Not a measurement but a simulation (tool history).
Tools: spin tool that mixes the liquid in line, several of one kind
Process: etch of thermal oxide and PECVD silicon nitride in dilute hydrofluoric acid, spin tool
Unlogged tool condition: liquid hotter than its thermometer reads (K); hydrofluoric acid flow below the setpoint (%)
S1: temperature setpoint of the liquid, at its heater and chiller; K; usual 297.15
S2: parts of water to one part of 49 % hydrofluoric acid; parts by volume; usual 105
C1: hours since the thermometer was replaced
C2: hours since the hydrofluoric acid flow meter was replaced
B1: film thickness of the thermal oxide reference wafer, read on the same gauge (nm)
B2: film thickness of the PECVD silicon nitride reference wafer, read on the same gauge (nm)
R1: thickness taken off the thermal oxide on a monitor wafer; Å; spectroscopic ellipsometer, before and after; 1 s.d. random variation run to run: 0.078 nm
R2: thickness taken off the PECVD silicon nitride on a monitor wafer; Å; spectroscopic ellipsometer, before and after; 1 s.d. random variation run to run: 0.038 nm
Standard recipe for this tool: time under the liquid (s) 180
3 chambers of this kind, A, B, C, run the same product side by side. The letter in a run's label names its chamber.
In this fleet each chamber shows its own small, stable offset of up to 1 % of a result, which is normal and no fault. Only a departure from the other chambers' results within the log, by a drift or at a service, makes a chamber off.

Run 1C, hour 3.4: usual settings; C1 621.2; C2 454.8; B1 80.013; B2 80.025. Result: R1 79.778 Å, R2 39.782 Å.
Run 2B, hour 8: usual settings; C1 1145.8; C2 1620; B1 80.012; B2 80.002. Result: R1 80.661 Å, R2 39.571 Å.
Run 3A, hour 11.9: usual settings; C1 1531.3; C2 1187.2; B1 80.014; B2 80.053. Result: R1 79.318 Å, R2 40.141 Å.
Run 4A, hour 14.4: usual settings; C1 1533.8; C2 1189.7; B1 79.999; B2 79.95. Result: R1 78.732 Å, R2 39.822 Å.
At hour 17.4: chamber B: hydrofluoric acid flow meter replaced.
Run 5C, hour 18.9: usual settings; C1 636.7; C2 470.3; B1 79.965; B2 79.971. Result: R1 79.164 Å, R2 39.578 Å.
Run 6B, hour 21: usual settings; C1 1158.8; C2 3.6; B1 79.998; B2 79.963. Result: R1 78.962 Å, R2 40.683 Å.
Run 7B, hour 24.3: usual settings but time under the liquid (s) 100; C1 1162.1; C2 6.9; B1 80.047; B2 80.006. Result: R1 44.816 Å, R2 22.177 Å.
Run 8A, hour 27.5: usual settings but time under the liquid (s) 100; C1 1546.9; C2 1202.8; B1 79.968; B2 79.977. Result: R1 44.568 Å, R2 22.255 Å.
Run 9C, hour 31.5: usual settings but time under the liquid (s) 100; C1 649.3; C2 482.9; B1 79.967; B2 79.985. Result: R1 44.169 Å, R2 22.493 Å.
Run 10C, hour 34.2: usual settings; C1 652; C2 485.6; B1 80.008; B2 79.94. Result: R1 79.332 Å, R2 40.279 Å.
Run 11B, hour 37.4: usual settings; C1 1175.2; C2 20; B1 79.959; B2 80.001. Result: R1 79.968 Å, R2 40.116 Å.
Run 12A, hour 42.1: usual settings; C1 1561.5; C2 1217.4; B1 79.995; B2 80.043. Result: R1 79.052 Å, R2 39.37 Å.
Run 13C, hour 45: usual settings; C1 662.8; C2 496.4; B1 80.003; B2 79.978. Result: R1 79.272 Å, R2 39.651 Å.
Run 14A, hour 48.3: usual settings; C1 1567.7; C2 1223.6; B1 80.024; B2 80.019. Result: R1 78.205 Å, R2 39.364 Å.
Run 15B, hour 50.5: usual settings but S2 60 parts by volume; C1 1188.3; C2 33.1; B1 80.013; B2 80.025. Result: R1 147.87 Å, R2 69.578 Å.
Run 16C, hour 52.5: usual settings but S2 60 parts by volume; C1 670.3; C2 503.9; B1 80.007; B2 80.024. Result: R1 146.14 Å, R2 69.699 Å.
Run 17B, hour 57.2: usual settings but S2 60 parts by volume; C1 1195; C2 39.8; B1 80.03; B2 79.961. Result: R1 145.9 Å, R2 70.961 Å.
Run 18A, hour 59.3: usual settings; C1 1578.7; C2 1234.6; B1 79.975; B2 79.986. Result: R1 76.391 Å, R2 38.648 Å.
Run 19C, hour 61.5: usual settings; C1 679.3; C2 512.9; B1 80.028; B2 79.958. Result: R1 78.966 Å, R2 39.04 Å.
Run 20B, hour 64.4: usual settings; C1 1202.2; C2 47; B1 80.027; B2 80.01. Result: R1 82.293 Å, R2 40.805 Å.
Run 21A, hour 66.7: usual settings; C1 1586.1; C2 1242; B1 79.966; B2 80.036. Result: R1 75.914 Å, R2 38.645 Å.
Run 22C, hour 70.7: usual settings; C1 688.5; C2 522.1; B1 80.012; B2 80.011. Result: R1 79.195 Å, R2 40.711 Å.
Run 23A, hour 75.3: usual settings; C1 1594.7; C2 1250.6; B1 80; B2 79.968. Result: R1 74.192 Å, R2 37.301 Å.
Run 24B, hour 77.4: usual settings; C1 1215.2; C2 60; B1 79.978; B2 79.969. Result: R1 80.46 Å, R2 40.11 Å.
Run 25B, hour 80.2: usual settings; C1 1218; C2 62.8; B1 79.996; B2 80.001. Result: R1 80.097 Å, R2 40.84 Å.
Run 26C, hour 84.1: usual settings; C1 701.9; C2 535.5; B1 80.015; B2 79.96. Result: R1 79.896 Å, R2 39.576 Å.
Run 27A, hour 87.2: usual settings; C1 1606.6; C2 1262.5; B1 79.994; B2 80.014. Result: R1 74.175 Å, R2 36.967 Å.
Run 28C, hour 90.2: usual settings; C1 708; C2 541.6; B1 79.985; B2 80.005. Result: R1 79.876 Å, R2 39.593 Å.
Run 29B, hour 93.3: usual settings; C1 1231.1; C2 75.9; B1 80.036; B2 79.945. Result: R1 79.518 Å, R2 40.452 Å.
Run 30A, hour 96: usual settings; C1 1615.4; C2 1271.3; B1 79.979; B2 79.964. Result: R1 70.824 Å, R2 37.027 Å.
Run 31B, hour 99.1: usual settings; C1 1236.9; C2 81.7; B1 79.989; B2 80.013. Result: R1 81.29 Å, R2 40.3 Å.
Run 32A, hour 102.4: usual settings; C1 1621.8; C2 1277.7; B1 79.985; B2 80.029. Result: R1 70.402 Å, R2 35.923 Å.
Run 33C, hour 104.7: usual settings; C1 722.5; C2 556.1; B1 79.974; B2 80.007. Result: R1 79.81 Å, R2 39.74 Å.
Run 34B, hour 108.7: usual settings; C1 1246.5; C2 91.3; B1 79.977; B2 79.974. Result: R1 80.189 Å, R2 40.299 Å.

The same settings go to every chamber for the next run, one line per chamber below. Forecast the results for each:
Run 35A, hour 112.1: usual settings. Result: R1 ?, R2 ?.
Run 35B, hour 112.1: usual settings. Result: R1 ?, R2 ?.
Run 35C, hour 112.1: usual settings. Result: R1 ?, R2 ?.

run      R1      R2
35A  69.466  35.472
35B  81.523  41.042
35C  80.389  39.445
